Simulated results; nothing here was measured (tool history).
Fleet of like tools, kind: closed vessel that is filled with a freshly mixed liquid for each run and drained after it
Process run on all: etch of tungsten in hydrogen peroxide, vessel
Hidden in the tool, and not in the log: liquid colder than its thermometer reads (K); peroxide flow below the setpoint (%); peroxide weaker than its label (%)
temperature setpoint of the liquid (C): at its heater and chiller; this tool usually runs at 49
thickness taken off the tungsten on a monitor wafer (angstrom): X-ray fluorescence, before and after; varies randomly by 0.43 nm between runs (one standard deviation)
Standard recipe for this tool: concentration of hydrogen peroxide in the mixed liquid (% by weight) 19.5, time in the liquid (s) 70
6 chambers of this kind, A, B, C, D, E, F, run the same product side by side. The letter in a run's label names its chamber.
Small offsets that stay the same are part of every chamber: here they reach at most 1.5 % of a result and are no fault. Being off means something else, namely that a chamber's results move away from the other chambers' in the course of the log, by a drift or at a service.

| run | day | temperature setpoint of the liquid (C) | concentration of hydrogen peroxide in the mixed liquid (% by weight) | time in the liquid (s) | hours since the thermometer was replaced | hours since the peroxide flow meter was replaced | hours since the drum of peroxide was connected | read-back film thickness of the tungsten reference wafer, read on the same gauge (nm) | thickness taken off the tungsten on a monitor wafer (angstrom) |
|---|---|---|---|---|---|---|---|---|---|
| 1F | 0.3 | 49 | 19.5 | 70 | 1004.3 | 950.5 | 837.6 | 90.043 | 536.4 |
| 2B | 0.525 | 49 | 19.5 | 70 | 385.3 | 998.7 | 585 | 89.997 | 540.92 |
|  | 0.671 | chamber B: new drum of peroxide connected |
| 3E | 0.733 | 49 | 19.5 | 70 | 448.6 | 1169.1 | 375.2 | 90.025 | 555.35 |
| 4D | 1.021 | 49 | 19.5 | 70 | 864.2 | 269.2 | 702.7 | 89.967 | 542.84 |
| 5C | 1.283 | 49 | 19.5 | 70 | 401.8 | 379.8 | 249.3 | 90.007 | 551.68 |
| 6A | 1.567 | 49 | 19.5 | 70 | 588.6 | 1496.9 | 153.1 | 90.018 | 546.86 |
| 7C | 2.008 | 49 | 19.5 | 70 | 419.2 | 397.2 | 266.7 | 89.985 | 545.65 |
| 8F | 2.392 | 49 | 19.5 | 70 | 1054.5 | 1000.7 | 887.8 | 90.002 | 548.7 |
| 9B | 2.792 | 49 | 19.5 | 70 | 439.7 | 1053.1 | 50.9 | 90.015 | 540.76 |
|  | 2.908 | chamber E: peroxide flow meter replaced |
| 10A | 3.258 | 49 | 19.5 | 70 | 629.2 | 1537.5 | 193.7 | 89.946 | 557.59 |
| 11E | 3.625 | 39.5 | 19.5 | 70 | 518 | 17.2 | 444.6 | 89.981 | 300.95 |
| 12D | 3.858 | 39.5 | 19.5 | 70 | 932.3 | 337.3 | 770.8 | 90.025 | 301.56 |
| 13D | 4.225 | 39.5 | 19.5 | 70 | 941.1 | 346.1 | 779.6 | 90.038 | 303.04 |
| 14C | 4.646 | 39.5 | 19.5 | 70 | 482.5 | 460.5 | 330 | 90.026 | 297.42 |
| 15E | 4.879 | 39.5 | 19.5 | 70 | 548.1 | 47.3 | 474.7 | 89.96 | 294.41 |
| 16B | 5.283 | 39.5 | 19.5 | 70 | 499.5 | 1112.9 | 110.7 | 89.982 | 293.74 |
|  | 5.475 | chamber A: peroxide flow meter replaced |
| 17F | 5.6 | 49 | 19.5 | 70 | 1131.5 | 1077.7 | 964.8 | 90.004 | 539.06 |
| 18A | 5.821 | 49 | 19.5 | 70 | 690.7 | 8.3 | 255.2 | 90.03 | 549.56 |
| 19A | 6.033 | 49 | 19.5 | 70 | 695.8 | 13.4 | 260.3 | 90.01 | 551.72 |
| 20F | 6.512 | 49 | 19.5 | 70 | 1153.4 | 1099.6 | 986.7 | 89.982 | 542.6 |
| 21B | 6.833 | 49 | 19.5 | 70 | 536.7 | 1150.1 | 147.9 | 89.999 | 540.04 |
| 22E | 7.083 | 49 | 19.5 | 70 | 601 | 100.2 | 527.6 | 90.022 | 525.57 |
| 23C | 7.492 | 49 | 19.5 | 70 | 550.8 | 528.8 | 398.3 | 89.982 | 544.17 |
| 24D | 7.854 | 49 | 19.5 | 70 | 1028.2 | 433.2 | 866.7 | 89.981 | 544.89 |
| 25D | 8.283 | 40.5 | 19.5 | 70 | 1038.5 | 443.5 | 877 | 90.024 | 324.09 |
| 26B | 8.529 | 40.5 | 19.5 | 70 | 577.4 | 1190.8 | 188.6 | 90 | 315.55 |
| 27F | 8.871 | 40.5 | 19.5 | 70 | 1210 | 1156.2 | 1043.3 | 89.99 | 314.6 |
| 28C | 9.35 | 40.5 | 19.5 | 70 | 595.4 | 573.4 | 442.9 | 89.98 | 319.47 |
| 29A | 9.617 | 40.5 | 19.5 | 70 | 781.8 | 99.4 | 346.3 | 89.979 | 314.85 |
| 30E | 10.079 | 40.5 | 19.5 | 70 | 672.9 | 172.1 | 599.5 | 90.035 | 304.42 |
| 31B | 10.458 | 49 | 19.5 | 70 | 623.7 | 1237.1 | 234.9 | 90 | 547.43 |
| 32F | 10.762 | 49 | 19.5 | 70 | 1255.4 | 1201.6 | 1088.7 | 89.986 | 539.8 |
| 33A | 11.004 | 49 | 19.5 | 70 | 815.1 | 132.7 | 379.6 | 89.995 | 547.24 |
| 34C | 11.454 | 49 | 17 | 70 | 645.9 | 623.9 | 493.4 | 90.016 | 505.45 |
|  | 11.575 | chamber D: new drum of peroxide connected |
| 35E | 11.738 | 49 | 17 | 70 | 712.7 | 211.9 | 639.3 | 90.01 | 471.51 |
| 36D | 12.175 | 49 | 17 | 70 | 1131.9 | 536.9 | 14.5 | 90.015 | 514.7 |
| 37C | 12.612 | 49 | 17 | 70 | 673.7 | 651.7 | 521.2 | 90.04 | 510.64 |
| 38A | 13.075 | 49 | 17 | 70 | 864.8 | 182.4 | 429.3 | 90.037 | 513.24 |
| 39D | 13.55 | 49 | 17 | 70 | 1164.9 | 569.9 | 47.5 | 90.009 | 511.86 |
|  | 13.738 | chamber F: new drum of peroxide connected |
| 40E | 13.938 | 49 | 19.5 | 70 | 765.5 | 264.7 | 692.1 | 90.02 | 501.55 |
| 41F | 14.233 | 49 | 19.5 | 70 | 1338.7 | 1284.9 | 11.9 | 90.003 | 546.43 |
| 42B | 14.525 | 55.5 | 16.5 | 70 | 721.3 | 1334.7 | 332.5 | 90.004 | 739.79 |
| 43E | 14.825 | 55.5 | 16.5 | 70 | 786.8 | 286 | 713.4 | 90.008 | 676.91 |
| 44B | 15.188 | 55.5 | 16.5 | 70 | 737.2 | 1350.6 | 348.4 | 90.022 | 746.36 |

Decide between three cases: one chamber stands off from its peers, the gauge reading all wafers drifts, or nothing is wrong past each chamber's small offset. Where a chamber is off, say which and what most likely put it there.

It is chamber E that slowly wanders off from its peers.
Most likely cause: liquid colder than its thermometer reads (K) = 1.8.

Here are 4 candidates for chamber E's next run, each the usual settings with a change, their results left as question marks. Which one brings its results back in line with what the others give on the usual settings?
Counts as in line when no further than this from what the other chambers average on the usual settings: thickness taken off the tungsten on a monitor wafer (angstrom) 15
| 45E-1 | 15.529 | 47.5 | 19.5 | 65 |  |  |  |  | ? |
| 45E-2 | 15.529 | 48.5 | 19.5 | 65 |  |  |  |  | ? |
| 45E-3 | 15.529 | 51.5 | 20 | 70 |  |  |  |  | ? |
| 45E-4 | 15.529 | 50.5 | 19.5 | 70 |  |  |  |  | ? |

Usual-settings mean across the other chambers: thickness taken off the tungsten on a monitor wafer (angstrom) 546.06
| run | thickness taken off the tungsten on a monitor wafer (angstrom) |
|---|---|
| 45E-1 | 419.09 |
| 45E-2 | 445.88 |
| 45E-3 | 583.67 |
| 45E-4 | 542.56 |
With 45E-4, the chamber falls back in line with the rest.
